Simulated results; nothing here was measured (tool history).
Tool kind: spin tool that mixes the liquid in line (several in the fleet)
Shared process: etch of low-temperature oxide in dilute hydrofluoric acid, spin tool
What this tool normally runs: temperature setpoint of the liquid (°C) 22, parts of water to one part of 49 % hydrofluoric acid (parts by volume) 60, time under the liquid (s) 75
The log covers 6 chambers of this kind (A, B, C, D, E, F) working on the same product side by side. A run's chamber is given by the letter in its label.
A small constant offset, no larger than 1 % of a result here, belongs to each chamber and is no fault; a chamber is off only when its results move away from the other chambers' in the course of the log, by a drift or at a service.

run,hour,temperature setpoint of the liquid (°C),parts of water to one part of 49 % hydrofluoric acid (parts by volume),time under the liquid (s),"read-back film thickness of the low-temperature oxide reference wafer, read on the same gauge (nm)",thickness taken off the low-temperature oxide on a monitor wafer (angstrom)
1C,8.3,22,60,75,129.99,390.99
2E,15.8,22,60,75,130.02,398.57
3D,23.9,22,60,75,129.99,396.72
4F,28.8,22,60,75,130.01,389.77
5A,34.5,22,60,75,130.01,403.46
6B,41.9,22,60,75,130.01,385.38
7C,50.2,22,85,105,129.98,385.58
8F,58.6,22,85,105,130,378.99
9E,65.3,22,85,105,130,385.87
10D,74.3,22,85,105,130.01,376.05
11B,78.3,22,85,105,130.01,379.09
12A,84.5,22,85,105,130,387.84
13D,89.2,22,60,75,130.01,395.97
14A,98.1,22,60,75,130.03,394.74
15C,103.1,22,60,75,129.99,395.81
16B,108.6,22,60,75,130,398.07
17F,117.1,22,60,75,129.99,397.03
18E,121.1,22,60,75,130,401.81
19C,129.4,22,60,75,129.98,390.06
20E,136.4,22,50,40,130.01,256.11
# hour 139: chamber D: hydrofluoric acid flow meter replaced
21A,145.2,22,50,40,129.98,255.19
22B,152.9,22,50,40,129.98,257.53
23F,157.3,22,50,40,130,254.25
24D,165.6,22,50,40,130,252.11
25B,172,22,50,40,130,255.82
26E,176,22,60,75,130,396.05
27C,182.9,26.5,60,105,130.01,659.94
28D,191.1,26.5,60,105,129.97,667.49
29F,195.3,26.5,60,105,130.01,676.14
30A,201.6,26.5,60,105,130.01,660.39
31A,208.6,26.5,60,105,130.02,660.89
32B,214.8,26.5,60,105,130.01,663.23
33C,223.2,22,60,75,129.99,390.07
34D,231.4,22,60,50,130,262.93
35E,238.7,22,60,50,130.04,267.04
36F,245.7,22,60,50,130,263.97
37E,254.3,22,60,50,130,266.22
38D,263.4,22,60,50,130,264.91
39A,272.3,22,60,50,130,258.54
40B,279,22,60,75,129.99,397.6
41C,284.6,22,60,75,129.99,393.7
42F,291,22,60,75,130,395.74

Has any chamber moved away from the others, gradually or after a service, or does the common gauge drift, or do the chambers differ only by their own small steady offsets? State the chamber and the most likely cause if one applies.

The fleet is healthy, with each chamber sitting at its usual small offset and no drift in the gauge.
